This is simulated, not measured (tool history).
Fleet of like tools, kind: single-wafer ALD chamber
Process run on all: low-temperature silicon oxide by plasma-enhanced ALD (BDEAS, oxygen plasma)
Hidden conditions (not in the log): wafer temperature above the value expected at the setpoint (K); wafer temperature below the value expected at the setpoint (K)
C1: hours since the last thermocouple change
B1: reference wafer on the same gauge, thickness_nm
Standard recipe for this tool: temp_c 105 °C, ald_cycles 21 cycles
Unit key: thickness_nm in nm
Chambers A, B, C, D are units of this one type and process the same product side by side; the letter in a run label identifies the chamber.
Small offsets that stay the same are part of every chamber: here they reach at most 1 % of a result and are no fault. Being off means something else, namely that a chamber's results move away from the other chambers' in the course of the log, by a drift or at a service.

run 1C hour=12.0 | temp_c=105 ald_cycles=21 | C1=1769.0 | B1=3.2488 | thickness_nm=2.9825
run 2B hour=20.2 | temp_c=105 ald_cycles=21 | C1=266.3 | B1=3.2482 | thickness_nm=2.9605
run 3A hour=29.3 | temp_c=105 ald_cycles=21 | C1=1757.0 | B1=3.2516 | thickness_nm=2.9655
run 4D hour=41.9 | temp_c=105 ald_cycles=21 | C1=1840.9 | B1=3.2490 | thickness_nm=2.9655
run 5A hour=49.0 | temp_c=105 ald_cycles=21 | C1=1776.7 | B1=3.2488 | thickness_nm=2.9849
run 6D hour=60.8 | temp_c=105 ald_cycles=23 | C1=1859.8 | B1=3.2491 | thickness_nm=3.2304
run 7B hour=68.0 | temp_c=105 ald_cycles=23 | C1=314.1 | B1=3.2461 | thickness_nm=3.2425
run 8C hour=80.6 | temp_c=105 ald_cycles=23 | C1=1837.6 | B1=3.2475 | thickness_nm=3.2719
run 9C hour=90.1 | temp_c=105 ald_cycles=23 | C1=1847.1 | B1=3.2494 | thickness_nm=3.2921
run 10B hour=99.6 | temp_c=105 ald_cycles=25 | C1=345.7 | B1=3.2526 | thickness_nm=3.5316
run 11D hour=111.2 | temp_c=105 ald_cycles=25 | C1=1910.2 | B1=3.2515 | thickness_nm=3.5476
run 12A hour=123.2 | temp_c=105 ald_cycles=25 | C1=1850.9 | B1=3.2543 | thickness_nm=3.5440
run 13B hour=135.7 | temp_c=105 ald_cycles=25 | C1=381.8 | B1=3.2534 | thickness_nm=3.5166
run 14A hour=143.5 | temp_c=105 ald_cycles=21 | C1=1871.2 | B1=3.2498 | thickness_nm=2.9626
run 15C hour=149.3 | temp_c=105 ald_cycles=21 | C1=1906.3 | B1=3.2511 | thickness_nm=2.9997
run 16D hour=159.8 | temp_c=105 ald_cycles=21 | C1=1958.8 | B1=3.2504 | thickness_nm=2.9384
run 17B hour=171.0 | temp_c=105 ald_cycles=21 | C1=417.1 | B1=3.2472 | thickness_nm=2.9609
run 18C hour=182.7 | temp_c=105 ald_cycles=21 | C1=1939.7 | B1=3.2500 | thickness_nm=3.0082
run 19D hour=190.8 | temp_c=105 ald_cycles=25 | C1=1989.8 | B1=3.2529 | thickness_nm=3.5233
run 20A hour=198.2 | temp_c=105 ald_cycles=25 | C1=1925.9 | B1=3.2488 | thickness_nm=3.5349
run 21D hour=209.4 | temp_c=105 ald_cycles=25 | C1=2008.4 | B1=3.2463 | thickness_nm=3.5190
run 22B hour=218.5 | temp_c=105 ald_cycles=25 | C1=464.6 | B1=3.2525 | thickness_nm=3.5439
run 23C hour=228.8 | temp_c=105 ald_cycles=21 | C1=1985.8 | B1=3.2478 | thickness_nm=3.0040
run 24A hour=239.3 | temp_c=105 ald_cycles=21 | C1=1967.0 | B1=3.2486 | thickness_nm=2.9634
run 25C hour=248.7 | temp_c=105 ald_cycles=21 | C1=2005.7 | B1=3.2517 | thickness_nm=2.9893
run 26A hour=257.7 | temp_c=105 ald_cycles=21 | C1=1985.4 | B1=3.2454 | thickness_nm=2.9617
run 27B hour=263.5 | temp_c=105 ald_cycles=21 | C1=509.6 | B1=3.2473 | thickness_nm=2.9388
run 28D hour=269.5 | temp_c=105 ald_cycles=21 | C1=2068.5 | B1=3.2520 | thickness_nm=2.9797

All chambers now run identical settings, listed one chamber a line with results as question marks. What results will each chamber show?
run 29A hour=278.5 | temp_c=105 ald_cycles=21 | thickness_nm=?
run 29B hour=278.5 | temp_c=105 ald_cycles=21 | thickness_nm=?
run 29C hour=278.5 | temp_c=105 ald_cycles=21 | thickness_nm=?
run 29D hour=278.5 | temp_c=105 ald_cycles=21 | thickness_nm=?

run=29A thickness_nm=2.9512
run=29B thickness_nm=2.9628
run=29C thickness_nm=3.0130
run=29D thickness_nm=2.9855
